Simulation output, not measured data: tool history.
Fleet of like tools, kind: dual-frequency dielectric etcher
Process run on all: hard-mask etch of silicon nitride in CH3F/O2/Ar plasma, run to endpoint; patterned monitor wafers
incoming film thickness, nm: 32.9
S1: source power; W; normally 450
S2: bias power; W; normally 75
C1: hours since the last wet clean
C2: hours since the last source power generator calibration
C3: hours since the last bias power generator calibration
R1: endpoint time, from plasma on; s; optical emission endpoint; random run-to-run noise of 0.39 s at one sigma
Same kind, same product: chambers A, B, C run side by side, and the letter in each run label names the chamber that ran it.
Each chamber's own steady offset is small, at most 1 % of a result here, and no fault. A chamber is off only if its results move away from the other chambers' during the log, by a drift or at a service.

Run 1C, hour 8.5: usual settings; C1 495.1; C2 2184.3; C3 1204.3. Result: R1 45.44 s.
Run 2A, hour 20.4: usual settings; C1 362; C2 3636.5; C3 5555.7. Result: R1 44.838 s.
At hour 29.7: chamber A: bias power generator calibrated.
Run 3B, hour 31.8: usual settings; C1 433.2; C2 3284.1; C3 622.6. Result: R1 44.132 s.
Run 4B, hour 42.7: usual settings; C1 444.1; C2 3295; C3 633.5. Result: R1 44.284 s.
At hour 46.9: chamber B: wet clean of the chamber.
Run 5C, hour 52.4: usual settings; C1 539; C2 2228.2; C3 1248.2. Result: R1 45.175 s.
Run 6A, hour 61.1: usual settings; C1 402.7; C2 3677.2; C3 31.4. Result: R1 43.899 s.
At hour 67.5: chamber C: wet clean of the chamber.
Run 7C, hour 73.1: usual settings; C1 5.6; C2 2248.9; C3 1268.9. Result: R1 45.833 s.
Run 8B, hour 85: usual settings; C1 38.2; C2 3337.3; C3 675.8. Result: R1 44.36 s.
Run 9A, hour 94.5: usual settings but S1 530 W; C1 436.1; C2 3710.6; C3 64.8. Result: R1 41.63 s.
Run 10B, hour 105.3: usual settings but S1 530 W; C1 58.5; C2 3357.6; C3 696.1. Result: R1 42.007 s.
Run 11A, hour 114.8: usual settings but S1 530 W; C1 456.4; C2 3730.9; C3 85.1. Result: R1 42.076 s.
Run 12C, hour 123.6: usual settings; C1 56.1; C2 2299.4; C3 1319.4. Result: R1 45.605 s.
Run 13C, hour 130.7: usual settings; C1 63.2; C2 2306.5; C3 1326.5. Result: R1 45.609 s.
Run 14A, hour 138.8: usual settings; C1 480.4; C2 3754.9; C3 109.1. Result: R1 45.565 s.
At hour 143: chamber A: wet clean of the chamber.
Run 15B, hour 150.1: usual settings; C1 103.3; C2 3402.4; C3 740.9. Result: R1 44.465 s.
Run 16A, hour 155.6: usual settings; C1 12.7; C2 3771.7; C3 125.9. Result: R1 45.012 s.
Run 17B, hour 166.5: usual settings; C1 119.7; C2 3418.8; C3 757.3. Result: R1 44.613 s.
Run 18C, hour 177: usual settings; C1 109.5; C2 2352.8; C3 1372.8. Result: R1 45.149 s.
Run 19B, hour 182.6: usual settings but S2 85 W; C1 135.8; C2 3434.9; C3 773.4. Result: R1 42.623 s.
Run 20C, hour 192.9: usual settings but S2 85 W; C1 125.4; C2 2368.7; C3 1388.7. Result: R1 43.325 s.
Run 21A, hour 200: usual settings but S2 85 W; C1 57.1; C2 3816.1; C3 170.3. Result: R1 42.986 s.
Run 22B, hour 206.7: usual settings; C1 159.9; C2 3459; C3 797.5. Result: R1 45.799 s.
Run 23C, hour 212.1: usual settings; C1 144.6; C2 2387.9; C3 1407.9. Result: R1 45.432 s.
Run 24A, hour 222.3: usual settings; C1 79.4; C2 3838.4; C3 192.6. Result: R1 45.147 s.
Run 25B, hour 234: usual settings but S1 490 W, S2 86 W; C1 187.2; C2 3486.3; C3 824.8. Result: R1 41.363 s.
Run 26C, hour 246: usual settings but S1 490 W, S2 86 W; C1 178.5; C2 2421.8; C3 1441.8. Result: R1 41.369 s.
Run 27A, hour 257: usual settings but S1 490 W, S2 86 W; C1 114.1; C2 3873.1; C3 227.3. Result: R1 41.676 s.
Run 28A, hour 268.9: usual settings; C1 126; C2 3885; C3 239.2. Result: R1 44.934 s.
Run 29C, hour 279.7: usual settings; C1 212.2; C2 2455.5; C3 1475.5. Result: R1 45.772 s.
Run 30B, hour 290.1: usual settings; C1 243.3; C2 3542.4; C3 880.9. Result: R1 44.933 s.
Run 31A, hour 301.8: usual settings; C1 158.9; C2 3917.9; C3 272.1. Result: R1 45.822 s.

The same settings go to every chamber for the next run, one line per chamber below. Forecast the results for each:
Run 32A, hour 310.6: usual settings but S1 410 W. Result: R1 ?.
Run 32B, hour 310.6: usual settings but S1 410 W. Result: R1 ?.
Run 32C, hour 310.6: usual settings but S1 410 W. Result: R1 ?.

run      R1
32A  45.916
32B  45.571
32C   46.52
